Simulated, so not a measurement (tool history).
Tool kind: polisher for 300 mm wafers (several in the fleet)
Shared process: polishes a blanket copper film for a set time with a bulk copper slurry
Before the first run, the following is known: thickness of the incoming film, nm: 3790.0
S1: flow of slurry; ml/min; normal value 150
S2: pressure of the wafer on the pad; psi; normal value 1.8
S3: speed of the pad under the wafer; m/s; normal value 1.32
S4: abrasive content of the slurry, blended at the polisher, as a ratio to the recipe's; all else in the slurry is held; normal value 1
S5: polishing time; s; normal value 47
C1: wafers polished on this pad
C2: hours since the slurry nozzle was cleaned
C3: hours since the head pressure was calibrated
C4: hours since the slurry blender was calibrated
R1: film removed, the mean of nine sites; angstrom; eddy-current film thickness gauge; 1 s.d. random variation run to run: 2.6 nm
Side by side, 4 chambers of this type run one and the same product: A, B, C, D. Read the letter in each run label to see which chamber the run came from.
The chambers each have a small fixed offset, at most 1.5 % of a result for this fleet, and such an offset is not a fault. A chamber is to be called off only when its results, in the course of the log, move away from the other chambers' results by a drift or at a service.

run	hour	S1	S2	S3	S4	S5	C1	C2	C3	C4	R1
# hour 11.3: chamber D: worn pad replaced by a new one
1D	11.8	150	1.8	1.32	1	47	9	13	41.1	317.4	3557.7
2C	19.1	150	1.8	1.32	1	47	631	296.7	1237.6	102.6	3503.7
# hour 20.4: chamber B: worn pad replaced by a new one
3B	30.8	150	1.8	1.32	1	47	165	124	376.1	246.8	3500
4A	38.6	150	1.8	1.32	1	47	896	425.6	332.7	174	3476.4
# hour 39: chamber C: head pressure recalibrated
5A	47.5	150	1.8	1.32	1	47	1037	434.5	341.6	182.9	3479.5
# hour 49: chamber A: worn pad replaced by a new one
6D	56.4	150	1.8	1.32	1	47	712	57.6	85.7	362	3542
# hour 61.6: chamber C: worn pad replaced by a new one
7C	63.1	150	1.8	1.32	1	47	23	340.7	24.2	146.6	3499.9
8B	76.2	150	1.8	1.32	1	47	881	169.4	421.5	292.2	3484.4
9C	87.6	150	1.8	1.32	1	47	410	365.2	48.7	171.1	3489
# hour 89.2: chamber D: worn pad replaced by a new one
# hour 91: chamber B: worn pad replaced by a new one
10D	94.5	150	1.8	1.32	1	47	83	95.7	123.8	400.1	3585.2
11B	105.1	150	1.8	1.32	1	47	222	198.3	450.4	321.1	3510.4
12A	111.2	150	1.8	1.32	1	47	981	498.2	405.3	246.6	3455.9
# hour 112.5: chamber A: worn pad replaced by a new one
13D	123.8	150	1.8	1.32	1	47	545	125	153.1	429.4	3590.1
14C	131.3	150	1.8	1.32	1	47	1099	408.9	92.4	214.8	3492.3
15A	137.5	175	1.8	1.32	0.75	47	395	524.5	431.6	272.9	3346.1
# hour 138.5: chamber C: worn pad replaced by a new one
16B	143.8	175	1.8	1.32	0.75	47	833	237	489.1	359.8	3319.7
17C	151	175	1.8	1.32	0.75	47	198	428.6	112.1	234.5	3371.3
# hour 153.9: chamber D: worn pad replaced by a new one
# hour 159.4: chamber B: slurry blender recalibrated
18A	162.6	175	1.8	1.32	0.75	47	791	549.6	456.7	298	3335.9
# hour 170: chamber B: worn pad replaced by a new one
19D	175.1	150	1.8	1.32	1.2	47	335	176.3	204.4	480.7	3706.9
# hour 185: chamber A: worn pad replaced by a new one
20B	185.2	150	1.8	1.32	1.2	47	240	278.4	530.5	25.8	3525.6
21D	196.5	150	1.8	1.32	1.2	47	673	197.7	225.8	502.1	3741.8
# hour 208.9: chamber C: worn pad replaced by a new one
22A	208.9	150	1.8	1.32	1.2	47	377	595.9	503	344.3	3629.4
# hour 211.7: chamber A: slurry nozzle cleaned
23B	215.5	150	2.2	1.58	1	47	718	308.7	560.8	56.1	4943.4
# hour 221.1: chamber D: worn pad replaced by a new one
# hour 221.1: chamber D: slurry nozzle cleaned
# hour 226.5: chamber D: slurry blender recalibrated
24C	228.3	150	2.2	1.58	1	47	307	505.9	189.4	311.8	5174.8
# hour 235: chamber C: slurry blender recalibrated
25A	241.2	150	2.2	1.58	1	47	887	29.5	535.3	376.6	5118.4
# hour 248.2: chamber A: worn pad replaced by a new one
# hour 249.1: chamber B: worn pad replaced by a new one
26C	250	150	2.2	1.58	1	47	649	527.6	211.1	15.1	5128.5
27D	261	150	1.8	1.32	1	47	629	39.9	290.3	34.6	3564.7
28B	272.6	150	1.8	1.46	1	47	371	365.8	617.9	113.2	3722.1
29B	279.9	150	1.8	1.46	1	47	486	373.1	625.2	120.5	3750.8
30D	289	150	1.8	1.46	1	47	1071	67.9	318.3	62.6	3905.3
# hour 297.2: chamber C: worn pad replaced by a new one
# hour 297.2: chamber D: worn pad replaced by a new one
31A	301.4	150	1.8	1.46	1	47	840	89.7	595.5	436.8	3807.1
# hour 311.5: chamber A: slurry blender recalibrated
32C	311.7	150	1.8	1.56	1	32	228	589.3	272.8	76.8	2799.9
# hour 317.8: chamber A: head pressure recalibrated
33A	325.1	150	1.8	1.56	1	32	1214	113.4	7.3	13.6	2815.5
# hour 327.7: chamber B: worn pad replaced by a new one
34D	337.5	150	1.8	1.56	1	32	635	116.4	366.8	111.1	2861.5
35B	345.1	150	1.8	1.56	1	32	274	438.3	690.4	185.7	2663.2
36C	352.7	150	1.8	1.32	1	47	875	630.3	313.8	117.8	3550.1
37D	359	150	1.8	1.32	1	47	975	137.9	388.3	132.6	3562.3

What goes on in this fleet: one chamber off, a drifting gauge, or nothing beyond the chambers' own small offsets? Name the chamber and the cause, if any.

Little by little, chamber B moves away from the other chambers.
Most likely cause: head's pressure below its setpoint, % = 4.94.
With only this log, it may be confused with: slurry flow missing at the pad, %.

Which of the 4 candidates below, each the usual settings with something changed and its results left as question marks, puts chamber B back in line with what the other chambers give on the usual settings?
Maximum distance from the other chambers' mean on the usual settings for a result to count as in line: R1 90 angstrom
38B-1	368.8	150	1.7	1.28	1	45					?
38B-2	368.8	150	1.8	1.36	1	48					?
38B-3	368.8	150	1.8	1.32	1	53					?
38B-4	368.8	125	1.8	1.32	0.85	47					?

Mean of the other chambers on the usual settings: R1 3512.8 angstrom
run	R1
38B-1	2903.3
38B-2	3487.7
38B-3	3736.1
38B-4	3092.7
The answer is 38B-2, which returns the chamber to within the allowed miss of the others.

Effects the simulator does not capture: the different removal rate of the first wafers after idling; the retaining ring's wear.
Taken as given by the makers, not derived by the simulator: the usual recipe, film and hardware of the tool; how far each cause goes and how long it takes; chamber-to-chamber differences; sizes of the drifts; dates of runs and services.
